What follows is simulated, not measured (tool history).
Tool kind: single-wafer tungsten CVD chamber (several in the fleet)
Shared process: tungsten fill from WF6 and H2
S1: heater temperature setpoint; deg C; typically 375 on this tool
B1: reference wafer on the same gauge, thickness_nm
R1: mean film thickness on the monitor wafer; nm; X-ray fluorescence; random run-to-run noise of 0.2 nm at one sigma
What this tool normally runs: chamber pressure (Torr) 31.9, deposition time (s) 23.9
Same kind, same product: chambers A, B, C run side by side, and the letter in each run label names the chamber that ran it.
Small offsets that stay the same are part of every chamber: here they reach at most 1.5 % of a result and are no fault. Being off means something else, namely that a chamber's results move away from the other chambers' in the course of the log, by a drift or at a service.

run 1A hour=7.6 | S1=375 chamber_pressure_(Torr)=31.9 deposition_time_(s)=23.9 | B1=46.549 | R1=42.774
run 2B hour=19.2 | S1=375 chamber_pressure_(Torr)=31.9 deposition_time_(s)=23.9 | B1=46.556 | R1=44.429
run 3C hour=33.6 | S1=375 chamber_pressure_(Torr)=31.9 deposition_time_(s)=23.9 | B1=46.474 | R1=44.275
run 4B hour=44.1 | S1=375 chamber_pressure_(Torr)=31.9 deposition_time_(s)=23.9 | B1=46.493 | R1=44.206
run 5C hour=55.6 | S1=375 chamber_pressure_(Torr)=25.5 deposition_time_(s)=23.9 | B1=46.473 | R1=39.61
run 6A hour=67 | S1=375 chamber_pressure_(Torr)=25.5 deposition_time_(s)=23.9 | B1=46.471 | R1=38.745
run 7A hour=74.5 | S1=375 chamber_pressure_(Torr)=25.5 deposition_time_(s)=23.9 | B1=46.501 | R1=39.273
run 8C hour=85.5 | S1=375 chamber_pressure_(Torr)=31.9 deposition_time_(s)=23.9 | B1=46.541 | R1=44.071
run 9B hour=98.4 | S1=375 chamber_pressure_(Torr)=31.9 deposition_time_(s)=23.9 | B1=46.468 | R1=43.867
run 10A hour=108 | S1=375 chamber_pressure_(Torr)=27.7 deposition_time_(s)=21.8 | B1=46.529 | R1=36.821
run 11C hour=116.8 | S1=375 chamber_pressure_(Torr)=27.7 deposition_time_(s)=21.8 | B1=46.477 | R1=37.927
run 12B hour=130.2 | S1=375 chamber_pressure_(Torr)=27.7 deposition_time_(s)=21.8 | B1=46.474 | R1=37.582
run 13B hour=140.2 | S1=375 chamber_pressure_(Torr)=31.9 deposition_time_(s)=23.9 | B1=46.499 | R1=44.18
run 14A hour=151 | S1=375 chamber_pressure_(Torr)=31.9 deposition_time_(s)=23.9 | B1=46.492 | R1=43.361
run 15C hour=159 | S1=375 chamber_pressure_(Torr)=31.9 deposition_time_(s)=26.2 | B1=46.481 | R1=48.513
run 16C hour=173.1 | S1=375 chamber_pressure_(Torr)=31.9 deposition_time_(s)=26.2 | B1=46.476 | R1=48.569
-- hour=174.8 chamber A: thermocouple changed; heater temperature recalibrated
run 17A hour=180.6 | S1=375 chamber_pressure_(Torr)=31.9 deposition_time_(s)=26.2 | B1=46.475 | R1=50.151
run 18B hour=195 | S1=375 chamber_pressure_(Torr)=31.9 deposition_time_(s)=23.9 | B1=46.421 | R1=44.429
run 19A hour=202.8 | S1=375 chamber_pressure_(Torr)=31.9 deposition_time_(s)=23.9 | B1=46.494 | R1=45.566
run 20B hour=211.8 | S1=375 chamber_pressure_(Torr)=31.9 deposition_time_(s)=23.9 | B1=46.556 | R1=43.972
run 21C hour=222 | S1=375 chamber_pressure_(Torr)=31.9 deposition_time_(s)=23.9 | B1=46.421 | R1=43.924
run 22B hour=233.2 | S1=375 chamber_pressure_(Torr)=31.9 deposition_time_(s)=23.9 | B1=46.497 | R1=44.082
run 23C hour=242 | S1=375 chamber_pressure_(Torr)=31.9 deposition_time_(s)=23.9 | B1=46.484 | R1=44.287
run 24A hour=250.2 | S1=375 chamber_pressure_(Torr)=31.9 deposition_time_(s)=23.9 | B1=46.516 | R1=45.343
run 25B hour=261.7 | S1=375 chamber_pressure_(Torr)=31.9 deposition_time_(s)=23.9 | B1=46.539 | R1=43.758
run 26A hour=270.8 | S1=362 chamber_pressure_(Torr)=31.9 deposition_time_(s)=23.9 | B1=46.51 | R1=34.695
run 27C hour=281.8 | S1=362 chamber_pressure_(Torr)=31.9 deposition_time_(s)=23.9 | B1=46.48 | R1=33.467
run 28B hour=296.1 | S1=362 chamber_pressure_(Torr)=31.9 deposition_time_(s)=23.9 | B1=46.499 | R1=33.521
run 29C hour=305.1 | S1=375 chamber_pressure_(Torr)=31.9 deposition_time_(s)=23.9 | B1=46.474 | R1=44.519
run 30A hour=316 | S1=375 chamber_pressure_(Torr)=31.9 deposition_time_(s)=23.9 | B1=46.525 | R1=45.815
run 31A hour=326.4 | S1=375 chamber_pressure_(Torr)=31.9 deposition_time_(s)=23.9 | B1=46.463 | R1=45.373
run 32B hour=341.3 | S1=375 chamber_pressure_(Torr)=31.9 deposition_time_(s)=23.9 | B1=46.479 | R1=43.904

Next, all 3 chambers run the settings below, one line each with question marks for the results. What does each chamber give?
run 33A hour=352.2 | S1=381 chamber_pressure_(Torr)=31.9 deposition_time_(s)=23.9 | R1=?
run 33B hour=352.2 | S1=381 chamber_pressure_(Torr)=31.9 deposition_time_(s)=23.9 | R1=?
run 33C hour=352.2 | S1=381 chamber_pressure_(Torr)=31.9 deposition_time_(s)=23.9 | R1=?

run=33A R1=51.344
run=33B R1=49.762
run=33C R1=50.373
